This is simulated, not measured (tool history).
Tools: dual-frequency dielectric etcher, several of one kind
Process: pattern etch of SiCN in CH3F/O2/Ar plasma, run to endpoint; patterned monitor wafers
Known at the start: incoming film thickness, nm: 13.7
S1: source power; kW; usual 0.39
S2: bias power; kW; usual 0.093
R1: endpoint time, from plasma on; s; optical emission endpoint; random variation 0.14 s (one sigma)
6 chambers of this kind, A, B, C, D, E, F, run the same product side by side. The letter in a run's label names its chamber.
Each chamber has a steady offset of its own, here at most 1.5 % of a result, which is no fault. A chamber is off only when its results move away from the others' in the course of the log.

{"run": "1D", "hour": 5.9, "S1": 0.39, "S2": 0.093, "R1": 33.461}
{"run": "2C", "hour": 10.4, "S1": 0.39, "S2": 0.093, "R1": 33.203}
{"run": "3B", "hour": 19.0, "S1": 0.39, "S2": 0.093, "R1": 33.147}
{"run": "4A", "hour": 24.5, "S1": 0.39, "S2": 0.093, "R1": 33.476}
{"run": "5F", "hour": 31.5, "S1": 0.39, "S2": 0.093, "R1": 33.363}
{"run": "6E", "hour": 40.6, "S1": 0.39, "S2": 0.093, "R1": 33.832}
{"run": "7B", "hour": 48.1, "S1": 0.39, "S2": 0.093, "R1": 33.052}
{"run": "8D", "hour": 56.0, "S1": 0.39, "S2": 0.093, "R1": 33.096}
{"run": "9C", "hour": 63.8, "S1": 0.39, "S2": 0.093, "R1": 33.25}
{"run": "10E", "hour": 70.3, "S1": 0.39, "S2": 0.093, "R1": 33.688}
{"run": "11A", "hour": 79.7, "S1": 0.39, "S2": 0.093, "R1": 33.327}
{"run": "12F", "hour": 88.5, "S1": 0.39, "S2": 0.093, "R1": 33.453}
{"hour": 89.2, "done": "chamber D: wet clean of the chamber"}
{"run": "13D", "hour": 94.3, "S1": 0.32, "S2": 0.074, "R1": 38.046}
{"run": "14C", "hour": 98.5, "S1": 0.32, "S2": 0.074, "R1": 38.856}
{"hour": 100.4, "done": "chamber A: source power generator calibrated"}
{"run": "15E", "hour": 107.8, "S1": 0.32, "S2": 0.074, "R1": 39.289}
{"hour": 109.1, "done": "chamber B: wet clean of the chamber"}
{"run": "16B", "hour": 114.3, "S1": 0.32, "S2": 0.074, "R1": 38.793}
{"run": "17F", "hour": 120.8, "S1": 0.32, "S2": 0.074, "R1": 39.087}
{"run": "18A", "hour": 126.6, "S1": 0.32, "S2": 0.074, "R1": 39.083}
{"run": "19D", "hour": 135.5, "S1": 0.39, "S2": 0.093, "R1": 32.544}
{"run": "20F", "hour": 144.3, "S1": 0.39, "S2": 0.093, "R1": 33.655}
{"run": "21E", "hour": 150.6, "S1": 0.39, "S2": 0.101, "R1": 32.507}
{"run": "22C", "hour": 160.1, "S1": 0.39, "S2": 0.101, "R1": 32.402}
{"run": "23A", "hour": 166.3, "S1": 0.39, "S2": 0.101, "R1": 32.533}
{"run": "24B", "hour": 171.7, "S1": 0.39, "S2": 0.101, "R1": 32.173}
{"run": "25C", "hour": 178.8, "S1": 0.39, "S2": 0.101, "R1": 32.255}
{"run": "26D", "hour": 185.3, "S1": 0.39, "S2": 0.101, "R1": 31.517}
{"run": "27E", "hour": 190.2, "S1": 0.39, "S2": 0.093, "R1": 33.7}
{"run": "28B", "hour": 195.3, "S1": 0.39, "S2": 0.093, "R1": 33.011}
{"run": "29F", "hour": 204.7, "S1": 0.39, "S2": 0.093, "R1": 33.568}
{"run": "30A", "hour": 213.3, "S1": 0.39, "S2": 0.093, "R1": 33.543}
{"run": "31C", "hour": 217.7, "S1": 0.39, "S2": 0.093, "R1": 33.11}
{"run": "32F", "hour": 223.8, "S1": 0.39, "S2": 0.093, "R1": 33.575}
{"run": "33A", "hour": 230.6, "S1": 0.39, "S2": 0.093, "R1": 33.451}
{"hour": 236.8, "done": "chamber F: wet clean of the chamber"}
{"run": "34D", "hour": 238.5, "S1": 0.44, "S2": 0.079, "R1": 33.213}
{"run": "35E", "hour": 242.7, "S1": 0.44, "S2": 0.079, "R1": 34.147}
{"run": "36B", "hour": 248.1, "S1": 0.44, "S2": 0.079, "R1": 33.667}
{"run": "37B", "hour": 252.5, "S1": 0.44, "S2": 0.079, "R1": 33.58}
{"run": "38F", "hour": 260.6, "S1": 0.44, "S2": 0.079, "R1": 33.887}
{"run": "39C", "hour": 264.8, "S1": 0.44, "S2": 0.079, "R1": 33.67}

Is one chamber off against the others, does the gauge drift, or is nothing wrong? If a chamber is off, say which, and what the likeliest cause is.

A service left chamber D off against the others.
Cause: etch rate over this chamber's usual, % = 2.15.

Here are 4 candidates for chamber D's next run, each the usual settings with a change, their results left as question marks. Which one brings its results back in line with what the others give on the usual settings?
In line means no further than this from the other chambers' mean on the usual settings: R1 0.49 s
{"run": "40D-1", "hour": 271.6, "S1": 0.44, "S2": 0.093, "R1": "?"}
{"run": "40D-2", "hour": 271.6, "S1": 0.34, "S2": 0.093, "R1": "?"}
{"run": "40D-3", "hour": 271.6, "S1": 0.4, "S2": 0.096, "R1": "?"}
{"run": "40D-4", "hour": 271.6, "S1": 0.37, "S2": 0.093, "R1": "?"}

The other chambers' mean on the usual settings: R1 33.407 s
run=40D-1 R1=31.261
run=40D-2 R1=34.341
run=40D-3 R1=31.992
run=40D-4 R1=33.302
40D-4 brings the chamber back in line.

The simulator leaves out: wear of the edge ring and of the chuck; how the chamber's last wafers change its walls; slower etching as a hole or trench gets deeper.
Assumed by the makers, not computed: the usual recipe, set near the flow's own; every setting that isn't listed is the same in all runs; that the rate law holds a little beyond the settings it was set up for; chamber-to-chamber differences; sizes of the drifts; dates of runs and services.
